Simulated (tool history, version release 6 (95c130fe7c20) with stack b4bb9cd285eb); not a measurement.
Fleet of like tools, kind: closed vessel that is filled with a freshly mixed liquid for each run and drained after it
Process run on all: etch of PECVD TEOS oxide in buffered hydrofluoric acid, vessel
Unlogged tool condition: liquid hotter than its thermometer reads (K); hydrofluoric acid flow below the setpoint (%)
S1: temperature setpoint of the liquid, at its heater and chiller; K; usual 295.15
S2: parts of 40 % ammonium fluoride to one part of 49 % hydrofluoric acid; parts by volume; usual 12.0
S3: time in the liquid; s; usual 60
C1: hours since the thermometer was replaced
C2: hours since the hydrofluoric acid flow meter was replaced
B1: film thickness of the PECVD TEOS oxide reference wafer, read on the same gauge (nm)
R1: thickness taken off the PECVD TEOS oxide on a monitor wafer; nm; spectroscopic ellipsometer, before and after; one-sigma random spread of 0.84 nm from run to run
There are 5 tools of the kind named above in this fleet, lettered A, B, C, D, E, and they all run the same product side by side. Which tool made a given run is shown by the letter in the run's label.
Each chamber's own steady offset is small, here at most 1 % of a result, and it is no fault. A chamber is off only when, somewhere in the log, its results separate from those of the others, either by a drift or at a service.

run,hour,S1,S2,S3,C1,C2,B1,R1
1A,3.8,295.15,12.0,60,2462.9,1444.7,29.982,158.94
2B,12.1,295.15,12.0,60,685.6,65.0,29.985,160.85
3C,20.4,295.15,12.0,60,605.7,1675.3,29.974,157.87
4E,28.3,295.15,12.0,60,128.2,676.8,29.976,156.97
5D,32.0,295.15,12.0,60,1511.7,1079.5,29.978,159.81
6E,39.1,295.15,12.0,60,139.0,687.6,30.001,159.69
7B,46.1,295.15,12.0,60,719.6,99.0,29.999,157.90
8C,50.4,295.15,12.0,60,635.7,1705.3,30.025,157.15
9D,58.3,295.15,12.0,60,1538.0,1105.8,30.024,158.97
10A,65.4,295.15,12.0,60,2524.5,1506.3,30.013,159.09
11B,69.7,295.15,12.0,60,743.2,122.6,30.014,158.50
12C,75.3,295.15,12.0,60,660.6,1730.2,29.982,157.89
13A,81.3,295.15,12.0,60,2540.4,1522.2,30.025,158.12
14D,85.2,295.15,12.0,60,1564.9,1132.7,29.979,156.28
15E,91.1,295.15,12.0,60,191.0,739.6,29.981,154.65
16B,96.2,295.15,12.0,60,769.7,149.1,30.007,158.07
17E,100.3,295.15,12.0,60,200.2,748.8,30.001,154.81
18A,104.3,292.15,13.5,60,2563.4,1545.2,29.991,120.24
19D,112.0,292.15,13.5,60,1591.7,1159.5,30.010,118.75
20C,117.2,292.15,13.5,60,702.5,1772.1,29.973,118.61
21C,121.7,292.15,13.5,60,707.0,1776.6,30.001,119.20
22E,127.2,292.15,13.5,60,227.1,775.7,30.012,115.95
23A,131.2,295.15,12.0,60,2590.3,1572.1,30.003,159.51
24B,139.3,295.15,12.0,60,812.8,192.2,30.010,159.02
25D,146.4,295.15,12.0,60,1626.1,1193.9,30.003,158.85
26E,150.6,295.15,12.0,60,250.5,799.1,30.003,152.66
27A,157.7,295.15,12.0,60,2616.8,1598.6,30.021,157.80
28B,163.8,295.15,12.0,60,837.3,216.7,29.964,158.38
29C,169.4,295.15,12.0,60,754.7,1824.3,30.002,159.75
30D,177.8,295.15,12.0,60,1657.5,1225.3,30.016,158.86
# hour 178.8: chamber A: thermometer replaced
31B,184.6,295.15,12.0,60,858.1,237.5,30.027,158.43
32C,188.6,295.15,12.0,60,773.9,1843.5,30.003,157.76
33E,193.1,295.15,8.0,60,293.0,841.6,30.001,220.98
34A,201.1,295.15,8.0,60,22.4,1642.0,30.018,230.17
35D,209.4,295.15,8.0,60,1689.1,1256.9,30.017,228.45
36E,214.2,295.15,8.0,60,314.1,862.7,30.014,219.91
37D,222.8,295.15,8.0,60,1702.5,1270.3,29.973,229.90
38A,229.5,295.15,12.0,60,50.8,1670.4,30.006,158.00
39C,234.5,295.15,12.0,60,819.8,1889.4,30.009,156.57
40B,241.2,295.15,12.0,60,914.7,294.1,29.990,158.33
41A,248.5,295.15,12.0,60,69.8,1689.4,30.031,159.09
42E,252.8,292.65,15.0,60,352.7,901.3,30.031,103.95
43B,259.5,292.65,15.0,60,933.0,312.4,29.975,110.93
44C,267.0,292.65,15.0,60,852.3,1921.9,30.021,110.30

Next, all 5 chambers run the settings below, one line each with question marks for the results. What does each chamber give?
45A,273.2,295.15,12.0,60,,,,?
45B,273.2,295.15,12.0,60,,,,?
45C,273.2,295.15,12.0,60,,,,?
45D,273.2,295.15,12.0,60,,,,?
45E,273.2,295.15,12.0,60,,,,?

run,R1
45A,159.57
45B,159.13
45C,159.65
45D,158.14
45E,147.84

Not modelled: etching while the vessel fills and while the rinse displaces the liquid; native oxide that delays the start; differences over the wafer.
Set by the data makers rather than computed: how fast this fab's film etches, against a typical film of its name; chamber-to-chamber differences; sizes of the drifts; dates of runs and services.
